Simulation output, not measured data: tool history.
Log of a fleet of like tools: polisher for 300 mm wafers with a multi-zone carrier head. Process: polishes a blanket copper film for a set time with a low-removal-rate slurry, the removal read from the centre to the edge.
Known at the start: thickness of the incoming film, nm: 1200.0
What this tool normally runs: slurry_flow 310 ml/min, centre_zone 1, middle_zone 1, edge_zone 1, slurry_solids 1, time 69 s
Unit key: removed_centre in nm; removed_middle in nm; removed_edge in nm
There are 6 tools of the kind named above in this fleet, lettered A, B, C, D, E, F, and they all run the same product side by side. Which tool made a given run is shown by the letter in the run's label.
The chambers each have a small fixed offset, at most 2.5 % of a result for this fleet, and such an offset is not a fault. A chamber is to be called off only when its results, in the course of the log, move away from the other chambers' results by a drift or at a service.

-- day=0.138 chamber A: worn pad replaced by a new one
run 1C day=0.138 | slurry_flow=310 centre_zone=1 middle_zone=1 edge_zone=1 slurry_solids=1 time=69 | removed_centre=133.02 removed_middle=129.37 removed_edge=132.93
run 2E day=0.375 | slurry_flow=310 centre_zone=1 middle_zone=1 edge_zone=1 slurry_solids=1 time=69 | removed_centre=134.96 removed_middle=133.7 removed_edge=129.84
-- day=0.517 chamber C: worn pad replaced by a new one
run 3B day=0.529 | slurry_flow=310 centre_zone=1 middle_zone=1 edge_zone=1 slurry_solids=1 time=69 | removed_centre=135.66 removed_middle=130.76 removed_edge=136.43
run 4A day=0.758 | slurry_flow=310 centre_zone=1 middle_zone=1 edge_zone=1 slurry_solids=1 time=69 | removed_centre=135.79 removed_middle=133.74 removed_edge=135.3
run 5D day=0.879 | slurry_flow=310 centre_zone=1 middle_zone=1 edge_zone=1 slurry_solids=1 time=69 | removed_centre=132.52 removed_middle=132.8 removed_edge=135.81
run 6F day=1.15 | slurry_flow=310 centre_zone=1 middle_zone=1 edge_zone=1 slurry_solids=1 time=69 | removed_centre=131.98 removed_middle=132.02 removed_edge=134.72
-- day=1.154 chamber B: worn pad replaced by a new one
-- day=1.204 chamber E: worn pad replaced by a new one
run 7D day=1.362 | slurry_flow=310 centre_zone=1 middle_zone=1 edge_zone=1 slurry_solids=1 time=69 | removed_centre=134.46 removed_middle=130.62 removed_edge=134.08
-- day=1.525 chamber D: worn pad replaced by a new one
run 8A day=1.592 | slurry_flow=310 centre_zone=1 middle_zone=1 edge_zone=1 slurry_solids=1 time=69 | removed_centre=130.11 removed_middle=134.62 removed_edge=134.46
run 9F day=1.779 | slurry_flow=310 centre_zone=1 middle_zone=1 edge_zone=1 slurry_solids=1 time=69 | removed_centre=134.4 removed_middle=131.26 removed_edge=134.8
run 10E day=1.9 | slurry_flow=310 centre_zone=1 middle_zone=1 edge_zone=1 slurry_solids=1 time=69 | removed_centre=130.76 removed_middle=134.42 removed_edge=131.3
run 11C day=2.142 | slurry_flow=310 centre_zone=1 middle_zone=1 edge_zone=1 slurry_solids=1 time=69 | removed_centre=135.03 removed_middle=127.31 removed_edge=133.31
-- day=2.212 chamber C: worn pad replaced by a new one
run 12B day=2.388 | slurry_flow=310 centre_zone=1 middle_zone=1 edge_zone=1 slurry_solids=1 time=69 | removed_centre=129.83 removed_middle=128.08 removed_edge=135.1
run 13E day=2.625 | slurry_flow=310 centre_zone=1 middle_zone=1 edge_zone=1 slurry_solids=1 time=69 | removed_centre=134.94 removed_middle=134.81 removed_edge=132.79
run 14A day=2.796 | slurry_flow=310 centre_zone=1 middle_zone=1 edge_zone=1 slurry_solids=1 time=92 | removed_centre=183.39 removed_middle=178.94 removed_edge=180.67
run 15C day=2.954 | slurry_flow=310 centre_zone=1 middle_zone=1 edge_zone=1 slurry_solids=1 time=92 | removed_centre=176.86 removed_middle=173.56 removed_edge=176.61
-- day=3.1 chamber E: worn pad replaced by a new one
run 16F day=3.204 | slurry_flow=310 centre_zone=1 middle_zone=1 edge_zone=1 slurry_solids=1 time=92 | removed_centre=181.5 removed_middle=179.99 removed_edge=175.36
-- day=3.279 chamber A: worn pad replaced by a new one
-- day=3.283 chamber F: worn pad replaced by a new one
run 17D day=3.367 | slurry_flow=310 centre_zone=1 middle_zone=1 edge_zone=1 slurry_solids=1 time=92 | removed_centre=178.53 removed_middle=177.78 removed_edge=175.76
run 18B day=3.617 | slurry_flow=310 centre_zone=1 middle_zone=1 edge_zone=1 slurry_solids=1 time=92 | removed_centre=176.81 removed_middle=177.32 removed_edge=179.85
-- day=3.692 chamber C: worn pad replaced by a new one
run 19E day=3.796 | slurry_flow=310 centre_zone=1 middle_zone=1 edge_zone=1 slurry_solids=1 time=92 | removed_centre=182.21 removed_middle=173.79 removed_edge=175.36
-- day=3.808 chamber B: worn pad replaced by a new one
-- day=3.842 chamber E: slurry nozzle cleaned
run 20C day=3.954 | slurry_flow=310 centre_zone=1 middle_zone=1 edge_zone=0.9 slurry_solids=1 time=69 | removed_centre=135.17 removed_middle=132.73 removed_edge=127.45
run 21A day=4.142 | slurry_flow=310 centre_zone=1 middle_zone=1 edge_zone=0.9 slurry_solids=1 time=69 | removed_centre=131.12 removed_middle=135.33 removed_edge=127.6
-- day=4.15 chamber C: centre zone pressure recalibrated
run 22D day=4.371 | slurry_flow=310 centre_zone=1 middle_zone=1 edge_zone=0.9 slurry_solids=1 time=69 | removed_centre=135.04 removed_middle=133.48 removed_edge=127.11
run 23B day=4.562 | slurry_flow=310 centre_zone=1 middle_zone=1 edge_zone=0.9 slurry_solids=1 time=69 | removed_centre=131.78 removed_middle=131.64 removed_edge=128.69
-- day=4.65 chamber D: worn pad replaced by a new one
-- day=4.667 chamber E: worn pad replaced by a new one
run 24F day=4.825 | slurry_flow=310 centre_zone=1 middle_zone=1 edge_zone=0.9 slurry_solids=1 time=69 | removed_centre=138.59 removed_middle=133.74 removed_edge=126.73
run 25F day=4.95 | slurry_flow=310 centre_zone=1 middle_zone=1 edge_zone=0.9 slurry_solids=1 time=69 | removed_centre=134.48 removed_middle=133.08 removed_edge=125.6
run 26D day=5.092 | slurry_flow=310 centre_zone=1 middle_zone=1 edge_zone=1 slurry_solids=1 time=69 | removed_centre=130.78 removed_middle=133.58 removed_edge=133.78
-- day=5.183 chamber C: worn pad replaced by a new one
run 27E day=5.258 | slurry_flow=270 centre_zone=1 middle_zone=1 edge_zone=1 slurry_solids=1 time=69 | removed_centre=134.49 removed_middle=131.69 removed_edge=128.65
-- day=5.338 chamber A: edge zone pressure recalibrated
run 28B day=5.4 | slurry_flow=270 centre_zone=1 middle_zone=1 edge_zone=1 slurry_solids=1 time=69 | removed_centre=128.71 removed_middle=131.15 removed_edge=134.44
run 29C day=5.529 | slurry_flow=270 centre_zone=1 middle_zone=1 edge_zone=1 slurry_solids=1 time=69 | removed_centre=122.59 removed_middle=125.82 removed_edge=132.63
run 30A day=5.746 | slurry_flow=270 centre_zone=1 middle_zone=1 edge_zone=1 slurry_solids=1 time=69 | removed_centre=132.14 removed_middle=132.21 removed_edge=135.35
run 31E day=5.908 | slurry_flow=270 centre_zone=1 middle_zone=1 edge_zone=1 slurry_solids=1 time=69 | removed_centre=130.56 removed_middle=132.57 removed_edge=130.33
run 32D day=6.138 | slurry_flow=270 centre_zone=1 middle_zone=1 edge_zone=1 slurry_solids=1 time=69 | removed_centre=132.1 removed_middle=131.53 removed_edge=129.69
-- day=6.212 chamber B: worn pad replaced by a new one
run 33B day=6.296 | slurry_flow=310 centre_zone=1 middle_zone=1 edge_zone=1 slurry_solids=1 time=69 | removed_centre=132.83 removed_middle=134.58 removed_edge=133.34
run 34C day=6.512 | slurry_flow=310 centre_zone=1 middle_zone=1 edge_zone=1 slurry_solids=1 time=69 | removed_centre=122.05 removed_middle=129.25 removed_edge=131.47
run 35F day=6.725 | slurry_flow=310 centre_zone=1 middle_zone=1 edge_zone=1 slurry_solids=1 time=69 | removed_centre=132.47 removed_middle=134.41 removed_edge=131.96
run 36A day=6.846 | slurry_flow=310 centre_zone=1 middle_zone=1 edge_zone=1 slurry_solids=1 time=69 | removed_centre=135.07 removed_middle=132.52 removed_edge=135.15

One chamber off, gauge drift, or nothing amiss beyond the chambers' own small offsets? If it is a chamber, which one, and what is the likeliest cause?

A service on chamber C put it out of line with the rest.
What lies behind it: centre zone's pressure below its setpoint, % = 6.47.

Which of the 4 candidates below, each the usual settings with something changed and its results left as question marks, puts chamber C back in line with what the other chambers give on the usual settings?
A result is in line if it is within this distance of the other chambers' mean on the usual settings: removed_centre 6.6 nm; removed_middle 5.6 nm; removed_edge 5.2 nm
run 37C-1 day=7.038 | slurry_flow=315 centre_zone=1.05 middle_zone=1 edge_zone=0.98 slurry_solids=1 time=70 | removed_centre=? removed_middle=? removed_edge=?
run 37C-2 day=7.038 | slurry_flow=305 centre_zone=0.95 middle_zone=1 edge_zone=1.02 slurry_solids=1 time=68 | removed_centre=? removed_middle=? removed_edge=?
run 37C-3 day=7.038 | slurry_flow=320 centre_zone=1.11 middle_zone=1 edge_zone=0.95 slurry_solids=1 time=71 | removed_centre=? removed_middle=? removed_edge=?
run 37C-4 day=7.038 | slurry_flow=300 centre_zone=0.89 middle_zone=1 edge_zone=1.05 slurry_solids=1 time=67 | removed_centre=? removed_middle=? removed_edge=?

Other chambers, usual settings, mean: removed_centre 133.33 nm; removed_middle 132.63 nm; removed_edge 133.45 nm
run=37C-1 removed_centre=133.56 removed_middle=131.89 removed_edge=132.91
run=37C-2 removed_centre=115.59 removed_middle=127.75 removed_edge=131.53
run=37C-3 removed_centre=144.33 removed_middle=133.94 removed_edge=132.82
run=37C-4 removed_centre=105.59 removed_middle=125.69 removed_edge=131.45
Change 37C-1 lands the chamber within the allowed miss of the other chambers.
